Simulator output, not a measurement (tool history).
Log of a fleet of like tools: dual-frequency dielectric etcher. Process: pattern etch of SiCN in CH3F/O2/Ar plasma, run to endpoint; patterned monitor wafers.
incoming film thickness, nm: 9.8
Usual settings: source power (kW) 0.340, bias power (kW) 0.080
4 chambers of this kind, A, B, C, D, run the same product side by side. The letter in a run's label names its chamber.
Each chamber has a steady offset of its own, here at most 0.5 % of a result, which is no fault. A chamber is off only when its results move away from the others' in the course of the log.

run 1A hour=8.3 | source_power_(kW)=0.340 bias_power_(kW)=0.080 | endpoint_time_(s)=26.635
run 2C hour=16.8 | source_power_(kW)=0.340 bias_power_(kW)=0.080 | endpoint_time_(s)=26.408
run 3D hour=26.0 | source_power_(kW)=0.340 bias_power_(kW)=0.080 | endpoint_time_(s)=26.404
run 4B hour=40.8 | source_power_(kW)=0.340 bias_power_(kW)=0.080 | endpoint_time_(s)=26.594
run 5C hour=51.4 | source_power_(kW)=0.340 bias_power_(kW)=0.080 | endpoint_time_(s)=26.614
run 6D hour=66.3 | source_power_(kW)=0.340 bias_power_(kW)=0.080 | endpoint_time_(s)=26.807
run 7B hour=75.9 | source_power_(kW)=0.340 bias_power_(kW)=0.080 | endpoint_time_(s)=26.867
run 8A hour=90.5 | source_power_(kW)=0.260 bias_power_(kW)=0.087 | endpoint_time_(s)=28.663
run 9C hour=103.3 | source_power_(kW)=0.260 bias_power_(kW)=0.087 | endpoint_time_(s)=28.532
run 10A hour=110.2 | source_power_(kW)=0.260 bias_power_(kW)=0.087 | endpoint_time_(s)=28.841
run 11D hour=124.6 | source_power_(kW)=0.260 bias_power_(kW)=0.087 | endpoint_time_(s)=28.903
run 12B hour=136.8 | source_power_(kW)=0.380 bias_power_(kW)=0.061 | endpoint_time_(s)=28.440
run 13A hour=150.5 | source_power_(kW)=0.380 bias_power_(kW)=0.061 | endpoint_time_(s)=28.011
-- hour=158.7 chamber C: source power generator calibrated
run 14C hour=160.6 | source_power_(kW)=0.380 bias_power_(kW)=0.061 | endpoint_time_(s)=28.061
-- hour=168.4 chamber A: source power generator calibrated
run 15D hour=170.7 | source_power_(kW)=0.380 bias_power_(kW)=0.061 | endpoint_time_(s)=28.231
run 16B hour=186.3 | source_power_(kW)=0.340 bias_power_(kW)=0.080 | endpoint_time_(s)=26.190
run 17A hour=193.9 | source_power_(kW)=0.340 bias_power_(kW)=0.080 | endpoint_time_(s)=26.606
run 18D hour=208.6 | source_power_(kW)=0.340 bias_power_(kW)=0.080 | endpoint_time_(s)=26.596
run 19B hour=220.3 | source_power_(kW)=0.340 bias_power_(kW)=0.080 | endpoint_time_(s)=26.647
run 20C hour=227.4 | source_power_(kW)=0.340 bias_power_(kW)=0.080 | endpoint_time_(s)=26.655
run 21B hour=239.5 | source_power_(kW)=0.340 bias_power_(kW)=0.080 | endpoint_time_(s)=26.505
run 22C hour=250.6 | source_power_(kW)=0.340 bias_power_(kW)=0.080 | endpoint_time_(s)=26.389
run 23A hour=264.4 | source_power_(kW)=0.340 bias_power_(kW)=0.080 | endpoint_time_(s)=26.726
-- hour=270.2 chamber A: wet clean of the chamber
run 24D hour=274.9 | source_power_(kW)=0.340 bias_power_(kW)=0.080 | endpoint_time_(s)=27.006
run 25B hour=281.8 | source_power_(kW)=0.340 bias_power_(kW)=0.080 | endpoint_time_(s)=26.812
run 26A hour=295.3 | source_power_(kW)=0.340 bias_power_(kW)=0.080 | endpoint_time_(s)=26.711
run 27C hour=307.3 | source_power_(kW)=0.340 bias_power_(kW)=0.080 | endpoint_time_(s)=26.677
-- hour=316.1 chamber B: wet clean of the chamber
run 28D hour=316.3 | source_power_(kW)=0.340 bias_power_(kW)=0.080 | endpoint_time_(s)=26.887
run 29B hour=330.7 | source_power_(kW)=0.270 bias_power_(kW)=0.088 | endpoint_time_(s)=27.904
run 30D hour=340.6 | source_power_(kW)=0.270 bias_power_(kW)=0.088 | endpoint_time_(s)=28.250
run 31C hour=351.1 | source_power_(kW)=0.270 bias_power_(kW)=0.088 | endpoint_time_(s)=27.809
run 32A hour=364.4 | source_power_(kW)=0.270 bias_power_(kW)=0.088 | endpoint_time_(s)=27.977
-- hour=378.7 chamber D: wet clean of the chamber
run 33D hour=379.2 | source_power_(kW)=0.340 bias_power_(kW)=0.080 | endpoint_time_(s)=26.740
run 34C hour=390.6 | source_power_(kW)=0.340 bias_power_(kW)=0.080 | endpoint_time_(s)=26.448
run 35B hour=403.0 | source_power_(kW)=0.340 bias_power_(kW)=0.080 | endpoint_time_(s)=26.244
run 36A hour=410.0 | source_power_(kW)=0.270 bias_power_(kW)=0.080 | endpoint_time_(s)=29.237
run 37B hour=425.7 | source_power_(kW)=0.270 bias_power_(kW)=0.080 | endpoint_time_(s)=29.017
-- hour=428.0 chamber C: wet clean of the chamber
run 38C hour=433.6 | source_power_(kW)=0.270 bias_power_(kW)=0.080 | endpoint_time_(s)=29.024
run 39D hour=441.1 | source_power_(kW)=0.270 bias_power_(kW)=0.080 | endpoint_time_(s)=29.092
run 40A hour=455.0 | source_power_(kW)=0.340 bias_power_(kW)=0.080 | endpoint_time_(s)=26.784
run 41C hour=468.3 | source_power_(kW)=0.340 bias_power_(kW)=0.080 | endpoint_time_(s)=26.641
run 42B hour=478.7 | source_power_(kW)=0.340 bias_power_(kW)=0.080 | endpoint_time_(s)=26.385
run 43A hour=491.5 | source_power_(kW)=0.340 bias_power_(kW)=0.080 | endpoint_time_(s)=26.925

What goes on in this fleet: one chamber off, a drifting gauge, or nothing beyond the chambers' own small offsets? Name the chamber and the cause, if any.

No chamber stands off beyond its own small offset, and the gauge holds steady.
